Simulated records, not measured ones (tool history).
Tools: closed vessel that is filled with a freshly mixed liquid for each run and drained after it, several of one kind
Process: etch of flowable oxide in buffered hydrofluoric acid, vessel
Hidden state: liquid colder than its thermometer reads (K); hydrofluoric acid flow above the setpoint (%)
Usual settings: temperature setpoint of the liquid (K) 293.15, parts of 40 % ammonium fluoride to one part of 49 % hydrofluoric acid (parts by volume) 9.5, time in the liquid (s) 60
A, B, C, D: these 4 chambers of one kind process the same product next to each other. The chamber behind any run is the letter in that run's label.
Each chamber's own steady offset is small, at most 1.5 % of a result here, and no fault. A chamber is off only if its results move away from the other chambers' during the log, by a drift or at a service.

| run | hour | temperature setpoint of the liquid (K) | parts of 40 % ammonium fluoride to one part of 49 % hydrofluoric acid (parts by volume) | time in the liquid (s) | hours since the thermometer was replaced | hours since the hydrofluoric acid flow meter was replaced | read-back film thickness of the flowable oxide reference wafer, read on the same gauge (nm) | thickness taken off the flowable oxide on a monitor wafer (Å) |
|---|---|---|---|---|---|---|---|---|
| 1A | 3.2 | 293.15 | 9.5 | 60 | 1173.8 | 918.0 | 49.996 | 1593.1 |
| 2C | 6.3 | 293.15 | 9.5 | 60 | 1986.4 | 863.2 | 50.035 | 1600.0 |
| 3D | 9.2 | 293.15 | 9.5 | 60 | 1249.2 | 1381.7 | 50.004 | 1615.4 |
| 4B | 12.7 | 293.15 | 9.5 | 60 | 826.4 | 469.0 | 50.013 | 1625.2 |
| 5A | 17.1 | 293.15 | 9.5 | 60 | 1187.7 | 931.9 | 49.981 | 1607.7 |
| 6D | 19.9 | 293.15 | 9.5 | 60 | 1259.9 | 1392.4 | 50.025 | 1622.4 |
| 7C | 22.1 | 293.15 | 9.5 | 60 | 2002.2 | 879.0 | 49.983 | 1608.6 |
| 8B | 25.0 | 293.15 | 9.5 | 60 | 838.7 | 481.3 | 50.007 | 1610.7 |
| 9D | 28.5 | 293.15 | 9.5 | 60 | 1268.5 | 1401.0 | 50.020 | 1617.4 |
| 10B | 33.2 | 293.15 | 9.5 | 60 | 846.9 | 489.5 | 50.025 | 1601.2 |
| 11C | 35.8 | 293.15 | 9.5 | 60 | 2015.9 | 892.7 | 49.998 | 1620.3 |
| 12A | 40.5 | 293.15 | 9.5 | 60 | 1211.1 | 955.3 | 50.023 | 1594.9 |
| 13A | 43.9 | 293.15 | 9.5 | 60 | 1214.5 | 958.7 | 50.012 | 1588.7 |
| 14C | 46.5 | 293.15 | 9.5 | 60 | 2026.6 | 903.4 | 50.034 | 1611.9 |
| 15B | 51.0 | 297.65 | 9.5 | 90 | 864.7 | 507.3 | 50.005 | 3099.9 |
| 16D | 55.4 | 297.65 | 9.5 | 90 | 1295.4 | 1427.9 | 50.024 | 3114.1 |
| 17B | 57.7 | 297.65 | 9.5 | 90 | 871.4 | 514.0 | 50.014 | 3068.8 |
| 18A | 60.4 | 297.65 | 9.5 | 90 | 1231.0 | 975.2 | 49.978 | 3018.2 |
| 19C | 64.2 | 294.65 | 6.5 | 60 | 2044.3 | 921.1 | 50.004 | 2556.6 |
| 20D | 68.7 | 294.65 | 6.5 | 60 | 1308.7 | 1441.2 | 49.987 | 2562.9 |
| 21A | 71.9 | 294.65 | 6.5 | 60 | 1242.5 | 986.7 | 50.012 | 2464.6 |
| 22C | 74.3 | 294.65 | 6.5 | 60 | 2054.4 | 931.2 | 49.978 | 2564.9 |
| 23B | 76.7 | 295.15 | 8.0 | 60 | 890.4 | 533.0 | 50.010 | 2088.4 |
| 24D | 78.9 | 295.15 | 8.0 | 60 | 1318.9 | 1451.4 | 50.012 | 2142.9 |
| 25A | 82.0 | 295.15 | 8.0 | 60 | 1252.6 | 996.8 | 49.999 | 2038.8 |
| 26B | 84.5 | 295.15 | 8.0 | 60 | 898.2 | 540.8 | 49.998 | 2109.9 |
| 27C | 88.0 | 293.15 | 9.5 | 60 | 2068.1 | 944.9 | 50.001 | 1624.6 |
| 28D | 91.4 | 293.15 | 9.5 | 60 | 1331.4 | 1463.9 | 49.980 | 1628.7 |
| 29D | 96.0 | 293.15 | 9.5 | 60 | 1336.0 | 1468.5 | 49.996 | 1618.0 |
| 30B | 98.6 | 293.15 | 9.5 | 60 | 912.3 | 554.9 | 50.033 | 1617.7 |
| 31C | 102.9 | 293.15 | 9.5 | 60 | 2083.0 | 959.8 | 49.992 | 1614.2 |
| 32A | 107.7 | 293.15 | 9.5 | 60 | 1278.3 | 1022.5 | 49.978 | 1531.6 |
| 33C | 112.4 | 293.15 | 9.5 | 60 | 2092.5 | 969.3 | 50.010 | 1621.9 |
| 34D | 116.3 | 293.15 | 9.5 | 60 | 1356.3 | 1488.8 | 50.022 | 1630.1 |

For the next run the whole fleet of 4 chambers uses the same settings. Give each chamber's results:
| 35A | 119.8 | 293.15 | 9.5 | 60 |  |  |  | ? |
| 35B | 119.8 | 293.15 | 9.5 | 60 |  |  |  | ? |
| 35C | 119.8 | 293.15 | 9.5 | 60 |  |  |  | ? |
| 35D | 119.8 | 293.15 | 9.5 | 60 |  |  |  | ? |

| run | thickness taken off the flowable oxide on a monitor wafer (Å) |
|---|---|
| 35A | 1515.3 |
| 35B | 1611.8 |
| 35C | 1607.5 |
| 35D | 1608.9 |
